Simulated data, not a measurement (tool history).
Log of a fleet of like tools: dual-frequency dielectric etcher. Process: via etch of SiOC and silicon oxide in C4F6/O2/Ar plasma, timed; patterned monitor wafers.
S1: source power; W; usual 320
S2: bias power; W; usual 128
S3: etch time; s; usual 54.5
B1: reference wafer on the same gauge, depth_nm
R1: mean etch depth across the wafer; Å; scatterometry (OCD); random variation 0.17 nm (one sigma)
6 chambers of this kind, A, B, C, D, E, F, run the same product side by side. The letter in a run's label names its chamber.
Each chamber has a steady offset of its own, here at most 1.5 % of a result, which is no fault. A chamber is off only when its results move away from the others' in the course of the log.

run,hour,S1,S2,S3,B1,R1
1B,8.2,320,128,54.5,41.806,511.82
# hour 8.3: chamber A: source power generator calibrated
2C,16.9,320,128,54.5,41.797,509.16
3A,26.3,320,128,54.5,41.808,502.14
4F,38.3,320,128,54.5,41.839,513.59
# hour 38.5: chamber A: wet clean of the chamber
# hour 38.6: chamber B: wet clean of the chamber
5E,48.7,320,128,54.5,41.820,501.52
6D,60.4,320,128,54.5,41.840,505.95
7E,72.4,320,128,54.5,41.781,502.88
# hour 83.6: chamber D: wet clean of the chamber
8C,84.8,320,128,54.5,41.800,509.34
9A,97.0,320,128,54.5,41.792,503.78
10D,110.3,320,128,54.5,41.802,504.93
11B,120.0,320,128,54.5,41.810,509.56
12F,131.8,320,128,54.5,41.807,509.60
# hour 133.3: chamber A: bias power generator calibrated
13D,142.1,320,128,54.5,41.812,504.98
# hour 142.5: chamber C: wet clean of the chamber
14B,151.2,320,128,54.5,41.829,509.48
15F,161.7,320,128,54.5,41.802,510.61
16C,168.7,320,128,54.5,41.749,510.35
17E,182.3,320,128,54.5,41.847,505.55
# hour 184.1: chamber E: source power generator calibrated
18A,192.6,320,128,54.5,41.814,503.71
19A,199.0,320,143,45.5,41.795,434.73
20E,205.5,320,143,45.5,41.780,435.66
21B,218.3,320,143,45.5,41.797,442.57
22D,227.0,320,143,45.5,41.802,437.26
23C,237.2,320,143,45.5,41.790,442.23
24F,250.4,320,143,45.5,41.823,444.61
25F,260.4,320,128,54.5,41.761,511.44
26D,274.5,320,128,54.5,41.797,506.77
27A,285.1,320,117,64.5,41.813,582.03
28C,292.5,320,117,64.5,41.772,583.73
29E,306.2,320,117,64.5,41.826,583.20
30B,314.6,320,117,64.5,41.799,588.86
31F,324.7,320,117,64.5,41.805,590.57
32E,338.1,320,117,64.5,41.771,579.41
# hour 339.7: chamber D: bias power generator calibrated
33B,344.5,320,128,54.5,41.800,510.32
34A,351.4,320,128,54.5,41.826,503.43
35D,357.8,320,128,54.5,41.830,504.56
# hour 364.0: chamber A: wet clean of the chamber
36C,368.4,320,128,54.5,41.815,508.02
37B,376.0,320,151,69.0,41.798,677.24
38C,384.6,320,151,69.0,41.821,680.11
39F,398.6,320,151,69.0,41.814,686.35
40E,412.2,320,151,69.0,41.792,670.20
# hour 412.3: chamber D: wet clean of the chamber
41A,421.8,320,151,69.0,41.799,667.30
42D,435.4,320,151,69.0,41.803,673.80

All 6 chambers run these settings next. Forecast each chamber's results:
43A,445.6,400,128,54.5,,?
43B,445.6,400,128,54.5,,?
43C,445.6,400,128,54.5,,?
43D,445.6,400,128,54.5,,?
43E,445.6,400,128,54.5,,?
43F,445.6,400,128,54.5,,?

run,R1
43A,545.92
43B,556.47
43C,557.72
43D,552.09
43E,551.69
43F,561.25
